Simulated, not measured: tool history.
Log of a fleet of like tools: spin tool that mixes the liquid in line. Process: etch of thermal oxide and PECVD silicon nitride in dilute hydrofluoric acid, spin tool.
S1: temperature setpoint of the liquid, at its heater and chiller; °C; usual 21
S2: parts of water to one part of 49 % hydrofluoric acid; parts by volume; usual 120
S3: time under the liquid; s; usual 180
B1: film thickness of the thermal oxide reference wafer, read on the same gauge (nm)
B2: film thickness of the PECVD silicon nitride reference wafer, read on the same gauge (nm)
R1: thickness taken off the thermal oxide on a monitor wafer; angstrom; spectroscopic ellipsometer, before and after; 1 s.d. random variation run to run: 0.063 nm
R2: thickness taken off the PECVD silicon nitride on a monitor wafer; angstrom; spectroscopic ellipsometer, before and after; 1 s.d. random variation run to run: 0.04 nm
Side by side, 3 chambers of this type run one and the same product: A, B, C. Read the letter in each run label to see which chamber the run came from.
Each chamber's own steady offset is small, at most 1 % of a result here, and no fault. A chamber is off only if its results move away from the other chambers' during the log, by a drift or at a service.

| run | hour | S1 | S2 | S3 | B1 | B2 | R1 | R2 |
|---|---|---|---|---|---|---|---|---|
| 1A | 2.4 | 21 | 120 | 180 | 149.99 | 109.99 | 64.741 | 24.844 |
| 2C | 6.2 | 21 | 120 | 180 | 150.01 | 110.02 | 64.587 | 25.958 |
| 3B | 10.1 | 21 | 120 | 180 | 150.00 | 109.98 | 63.735 | 25.203 |
| 4A | 13.7 | 21 | 120 | 180 | 149.98 | 109.97 | 63.785 | 25.236 |
| 5B | 16.0 | 21 | 120 | 180 | 149.98 | 110.03 | 64.493 | 25.139 |
| 6C | 19.5 | 25 | 120 | 215 | 149.99 | 109.96 | 90.076 | 40.389 |
| 7C | 22.9 | 25 | 120 | 215 | 150.02 | 110.05 | 90.398 | 39.415 |
| 8B | 25.8 | 25 | 120 | 215 | 150.00 | 110.00 | 88.310 | 38.684 |
| 9A | 28.2 | 21 | 80 | 180 | 149.94 | 109.99 | 100.520 | 36.506 |
| 10A | 32.7 | 21 | 80 | 180 | 149.97 | 110.04 | 99.942 | 37.336 |
| 11C | 36.5 | 21 | 80 | 180 | 150.03 | 110.01 | 101.670 | 37.807 |
| 12B | 40.4 | 21 | 120 | 180 | 149.99 | 109.97 | 64.063 | 25.460 |
| 13A | 44.5 | 21 | 120 | 180 | 150.01 | 109.99 | 64.064 | 25.329 |
| 14C | 47.4 | 21 | 120 | 180 | 150.00 | 110.00 | 64.967 | 25.804 |
| 15B | 49.8 | 21 | 120 | 180 | 150.01 | 109.99 | 63.725 | 24.779 |
| 16A | 53.7 | 21 | 85 | 180 | 149.99 | 109.99 | 95.672 | 35.180 |
| 17B | 57.7 | 21 | 85 | 180 | 150.01 | 109.95 | 94.312 | 36.490 |
| 18C | 61.2 | 21 | 85 | 180 | 149.94 | 110.01 | 93.200 | 36.088 |
| 19A | 63.5 | 21 | 120 | 180 | 150.00 | 110.01 | 64.185 | 25.885 |
| 20C | 66.5 | 21 | 120 | 180 | 149.99 | 110.05 | 64.895 | 26.211 |
| 21B | 69.9 | 21 | 120 | 180 | 150.03 | 110.00 | 62.946 | 25.389 |
| 22C | 72.3 | 21 | 120 | 180 | 149.97 | 110.02 | 64.029 | 25.419 |
| 23A | 76.1 | 21 | 120 | 180 | 150.02 | 110.01 | 64.446 | 25.253 |
| 24B | 78.1 | 21 | 120 | 180 | 150.01 | 110.00 | 63.746 | 25.754 |
| 25B | 80.4 | 21 | 120 | 90 | 150.02 | 110.03 | 31.813 | 12.643 |
| 26C | 84.9 | 21 | 120 | 90 | 150.02 | 110.01 | 31.931 | 12.975 |
| 27A | 89.4 | 21 | 120 | 90 | 150.02 | 109.99 | 32.138 | 12.791 |
| 28B | 92.2 | 21 | 120 | 180 | 149.99 | 110.00 | 62.564 | 25.329 |

The same settings go to every chamber for the next run, one line per chamber below. Forecast the results for each:
| 29A | 95.4 | 21 | 145 | 180 |  |  | ? | ? |
| 29B | 95.4 | 21 | 145 | 180 |  |  | ? | ? |
| 29C | 95.4 | 21 | 145 | 180 |  |  | ? | ? |

| run | R1 | R2 |
|---|---|---|
| 29A | 52.178 | 20.851 |
| 29B | 51.067 | 20.860 |
| 29C | 52.104 | 21.018 |
